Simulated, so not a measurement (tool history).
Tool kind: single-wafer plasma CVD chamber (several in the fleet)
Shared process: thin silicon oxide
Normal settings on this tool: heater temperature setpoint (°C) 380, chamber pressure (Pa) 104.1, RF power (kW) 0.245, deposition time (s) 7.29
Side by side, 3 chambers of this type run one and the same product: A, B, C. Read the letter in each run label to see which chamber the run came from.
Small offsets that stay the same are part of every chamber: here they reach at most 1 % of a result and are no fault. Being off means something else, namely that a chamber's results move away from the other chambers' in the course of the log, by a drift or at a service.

run,day,heater temperature setpoint (°C),chamber pressure (Pa),RF power (kW),deposition time (s),hours since the last thermocouple change,hours since the last RF generator calibration,hours since the last manometer calibration,"read-back reference wafer on the same gauge, thickness_nm",mean film thickness on the monitor wafer (angstrom)
1A,0.354,380,104.1,0.245,7.29,2430,1834.8,2628.2,11.704,121.97
2B,0.733,380,104.1,0.245,7.29,181.8,2225.9,233.9,11.704,121.24
3C,1.008,380,104.1,0.245,7.29,717.6,1217.5,407,11.701,121.75
4C,1.308,380,104.1,0.245,7.29,724.8,1224.7,414.2,11.695,121.18
5B,1.875,380,104.1,0.29,7.29,209.2,2253.3,261.3,11.705,130.84
6A,2.267,380,104.1,0.29,7.29,2475.9,1880.7,2674.1,11.692,131.1
7C,2.854,380,104.1,0.29,7.29,761.9,1261.8,451.3,11.701,129.29
8A,3.229,380,104.1,0.245,7.29,2499,1903.8,2697.2,11.694,121.97
9B,3.6,380,104.1,0.245,7.29,250.6,2294.7,302.7,11.711,121.24
10B,4.004,392,104.1,0.245,7.29,260.3,2304.4,312.4,11.707,120.8
11C,4.425,392,104.1,0.245,7.29,799.6,1299.5,489,11.703,119.84
12A,4.917,392,104.1,0.245,7.29,2539.5,1944.3,2737.7,11.695,120.71
13B,5.35,380,104.1,0.245,7.29,292.6,2336.7,344.7,11.71,120.92
# day 5.733: chamber B: RF generator calibrated
14C,5.904,380,104.1,0.245,7.29,835.1,1335,524.5,11.696,120.69
15A,6.408,380,104.1,0.205,6.78,2575.3,1980.1,2773.5,11.705,104.25
16A,6.679,380,104.1,0.205,6.78,2581.8,1986.6,2780,11.696,104.25
17B,6.996,380,104.1,0.205,6.78,332.1,30.3,384.2,11.702,102.9
18C,7.417,380,104.1,0.245,7.29,871.4,1371.3,560.8,11.701,121.24
19C,7.708,380,104.1,0.245,7.29,878.4,1378.3,567.8,11.704,121.7
20A,8.267,380,104.1,0.245,7.29,2619.9,2024.7,2818.1,11.686,122.39
21B,8.642,380,104.1,0.245,7.29,371.6,69.8,423.7,11.696,121.08
22C,8.967,388,127.3,0.245,7.29,908.6,1408.5,598,11.708,143.28
23B,9.429,388,127.3,0.245,7.29,390.5,88.7,442.6,11.712,144.86
24A,9.821,388,127.3,0.245,7.29,2657.2,2062,2855.4,11.703,144.3
25B,10.329,380,104.1,0.245,7.29,412.1,110.3,464.2,11.704,121.42
# day 10.579: chamber A: capacitance manometer re-zeroed and calibrated
26C,10.888,380,104.1,0.245,7.29,954.7,1454.6,644.1,11.706,120.8
27A,11.35,380,104.1,0.245,7.29,2693.9,2098.7,18.6,11.702,125.56
28C,11.733,380,104.1,0.245,7.29,975,1474.9,664.4,11.681,120.95
29A,12.017,380,104.1,0.245,6.61,2709.9,2114.7,34.6,11.693,113.34
30B,12.592,380,104.1,0.245,6.61,466.4,164.6,518.5,11.7,110.21
31B,13.067,380,104.1,0.245,6.61,477.8,176,529.9,11.704,109.98
32C,13.471,380,104.1,0.245,7.29,1016.7,1516.6,706.1,11.7,120.85
33A,14.062,380,104.1,0.245,7.29,2759,2163.8,83.7,11.699,125.91
34B,14.358,380,104.1,0.245,7.29,508.8,207,560.9,11.703,121.1
35C,14.933,380,104.1,0.245,7.29,1051.8,1551.7,741.2,11.691,121.71
36A,15.475,380,104.1,0.245,7.29,2792.9,2197.7,117.6,11.708,126.14
37A,16.058,380,104.1,0.27,8.42,2806.9,2211.7,131.6,11.704,150.86
38B,16.579,380,104.1,0.27,8.42,562.1,260.3,614.2,11.7,147.09
39C,17.121,380,104.1,0.27,8.42,1104.3,1604.2,793.7,11.701,145.14
40A,17.712,380,104.1,0.245,7.29,2846.6,2251.4,171.3,11.708,125.53

Read the log: is a single chamber off, either drifting away or since a service, is the gauge that measures every chamber drifting, or is nothing wrong beyond small per-chamber offsets? Name any odd chamber and what most likely caused it.

A service left chamber A off against the others.
Cause: true pressure above the setpoint (%) = 3.31.

Below are 4 candidate recipes for chamber A's next run, each the usual settings with a change, their results shown as question marks. Which of them brings A's results back in line with what the other chambers give on the usual settings?
In line means no further than this from the other chambers' mean on the usual settings: mean film thickness on the monitor wafer (angstrom) 1.8
41A-1,18.158,380,108,0.25,7.48,,,,,?
41A-2,18.158,380,106.4,0.245,7.4,,,,,?
41A-3,18.158,380,101.9,0.245,7.18,,,,,?
41A-4,18.158,380,100.7,0.24,7.12,,,,,?

Other chambers, usual settings, mean: mean film thickness on the monitor wafer (angstrom) 120.88
run,mean film thickness on the monitor wafer (angstrom)
41A-1,134.57
41A-2,130.23
41A-3,121.25
41A-4,117.77
41A-3 brings the chamber back in line.
